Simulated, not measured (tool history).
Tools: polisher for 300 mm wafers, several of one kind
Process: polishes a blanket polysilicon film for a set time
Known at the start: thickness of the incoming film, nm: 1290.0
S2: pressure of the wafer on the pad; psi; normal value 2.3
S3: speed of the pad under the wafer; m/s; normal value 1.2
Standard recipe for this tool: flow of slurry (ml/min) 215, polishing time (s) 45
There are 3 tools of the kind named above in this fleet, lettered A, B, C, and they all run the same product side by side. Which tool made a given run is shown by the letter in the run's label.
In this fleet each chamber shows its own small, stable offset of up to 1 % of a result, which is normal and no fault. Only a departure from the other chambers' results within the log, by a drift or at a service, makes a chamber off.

Run 1B, hour 3.8: usual settings. Result: film removed (nm) 384.23.
At hour 9.3: chamber A: worn pad replaced by a new one.
At hour 9.3: chamber B: slurry nozzle cleaned.
Run 2A, hour 10.1: usual settings. Result: film removed (nm) 380.03.
Run 3C, hour 13.5: usual settings. Result: film removed (nm) 380.02.
Run 4C, hour 17.8: usual settings. Result: film removed (nm) 387.72.
Run 5B, hour 22.3: usual settings. Result: film removed (nm) 378.5.
Run 6A, hour 26.8: usual settings. Result: film removed (nm) 375.49.
Run 7A, hour 30.9: usual settings. Result: film removed (nm) 376.11.
Run 8C, hour 33.8: usual settings. Result: film removed (nm) 381.12.
At hour 37.9: chamber A: head pressure recalibrated.
Run 9B, hour 39.5: usual settings. Result: film removed (nm) 379.49.
Run 10A, hour 42.7: usual settings. Result: film removed (nm) 380.91.
Run 11C, hour 48.1: usual settings. Result: film removed (nm) 385.38.
Run 12B, hour 52.4: usual settings. Result: film removed (nm) 374.6.
Run 13A, hour 57.9: usual settings. Result: film removed (nm) 375.81.
Run 14B, hour 62.6: usual settings. Result: film removed (nm) 378.81.
At hour 67: chamber B: worn pad replaced by a new one.
Run 15C, hour 67.7: usual settings but S3 1.6 m/s, polishing time (s) 36. Result: film removed (nm) 406.95.
Run 16C, hour 73.5: usual settings but S3 1.6 m/s, polishing time (s) 36. Result: film removed (nm) 409.63.
Run 17A, hour 77.1: usual settings but S3 1.6 m/s, polishing time (s) 36. Result: film removed (nm) 405.94.
Run 18B, hour 83.5: usual settings but flow of slurry (ml/min) 160. Result: film removed (nm) 364.78.
Run 19C, hour 88.9: usual settings but flow of slurry (ml/min) 160. Result: film removed (nm) 364.36.
Run 20A, hour 93.1: usual settings but flow of slurry (ml/min) 160. Result: film removed (nm) 363.48.
Run 21B, hour 98.4: usual settings but S2 1.9 psi, S3 1.4 m/s. Result: film removed (nm) 371.52.
Run 22A, hour 103.3: usual settings but S2 1.9 psi, S3 1.4 m/s. Result: film removed (nm) 364.2.
Run 23C, hour 106.9: usual settings but S2 1.9 psi, S3 1.4 m/s. Result: film removed (nm) 364.53.
Run 24B, hour 111.3: usual settings. Result: film removed (nm) 376.
Run 25A, hour 115.1: usual settings. Result: film removed (nm) 381.73.
Run 26B, hour 119.6: usual settings but S3 1.46 m/s, polishing time (s) 37. Result: film removed (nm) 383.08.
Run 27C, hour 123.7: usual settings but S3 1.46 m/s, polishing time (s) 37. Result: film removed (nm) 374.81.
Run 28B, hour 127.6: usual settings but S3 1.46 m/s, polishing time (s) 37. Result: film removed (nm) 384.1.
Run 29C, hour 133.9: usual settings. Result: film removed (nm) 367.71.
Run 30A, hour 139.2: usual settings. Result: film removed (nm) 378.57.
Run 31A, hour 142.3: usual settings. Result: film removed (nm) 371.73.
Run 32C, hour 148.5: usual settings but flow of slurry (ml/min) 190, S2 2.8 psi. Result: film removed (nm) 437.23.
At hour 149.3: chamber A: worn pad replaced by a new one.
Run 33B, hour 153.6: usual settings but flow of slurry (ml/min) 190, S2 2.8 psi. Result: film removed (nm) 449.48.
Run 34A, hour 157.4: usual settings but flow of slurry (ml/min) 190, S2 2.8 psi. Result: film removed (nm) 448.49.
Run 35C, hour 163: usual settings. Result: film removed (nm) 365.06.
Run 36B, hour 168.1: usual settings. Result: film removed (nm) 381.57.
Run 37C, hour 174.2: usual settings. Result: film removed (nm) 361.05.
Run 38B, hour 179.2: usual settings but flow of slurry (ml/min) 165, polishing time (s) 34. Result: film removed (nm) 278.65.
Run 39A, hour 183.2: usual settings but flow of slurry (ml/min) 165, polishing time (s) 34. Result: film removed (nm) 278.52.
Run 40C, hour 187.7: usual settings but flow of slurry (ml/min) 165, polishing time (s) 34. Result: film removed (nm) 257.37.
Run 41B, hour 192.4: usual settings. Result: film removed (nm) 385.46.
Run 42A, hour 195.7: usual settings. Result: film removed (nm) 383.57.

Is one chamber out of step, is the gauge drifting, or do the chambers differ by no more than their own small offsets? For an off chamber, give its letter and the likeliest cause.

Chamber C drifts away from the others.
Most likely cause: removal rate lost through wear of the pad, % = 7.57.
The log might look much the same if the cause were instead: slurry flow missing at the pad, %; head's pressure below its setpoint, %.

Which of the 4 candidates below, each the usual settings with something changed and its results left as question marks, puts chamber C back in line with what the other chambers give on the usual settings?
In line here means within this much of the mean the other chambers give on the usual settings: film removed (nm) 11
Run 43C-1, hour 200.4: usual settings but S3 1.16 m/s, polishing time (s) 44. Result: film removed (nm) ?.
Run 43C-2, hour 200.4: usual settings but S3 1.24 m/s, polishing time (s) 46. Result: film removed (nm) ?.
Run 43C-3, hour 200.4: usual settings but S2 2.2 psi, S3 1.16 m/s, polishing time (s) 43. Result: film removed (nm) ?.
Run 43C-4, hour 200.4: usual settings but S2 2.4 psi, polishing time (s) 48. Result: film removed (nm) ?.

The other chambers' mean on the usual settings: film removed (nm) 379.51
  run  film removed (nm)
43C-1             337.23
43C-2             377.25
43C-3             315.29
43C-4             397.27
The right change is 43C-2: it brings the chamber back within the allowed miss of the others.
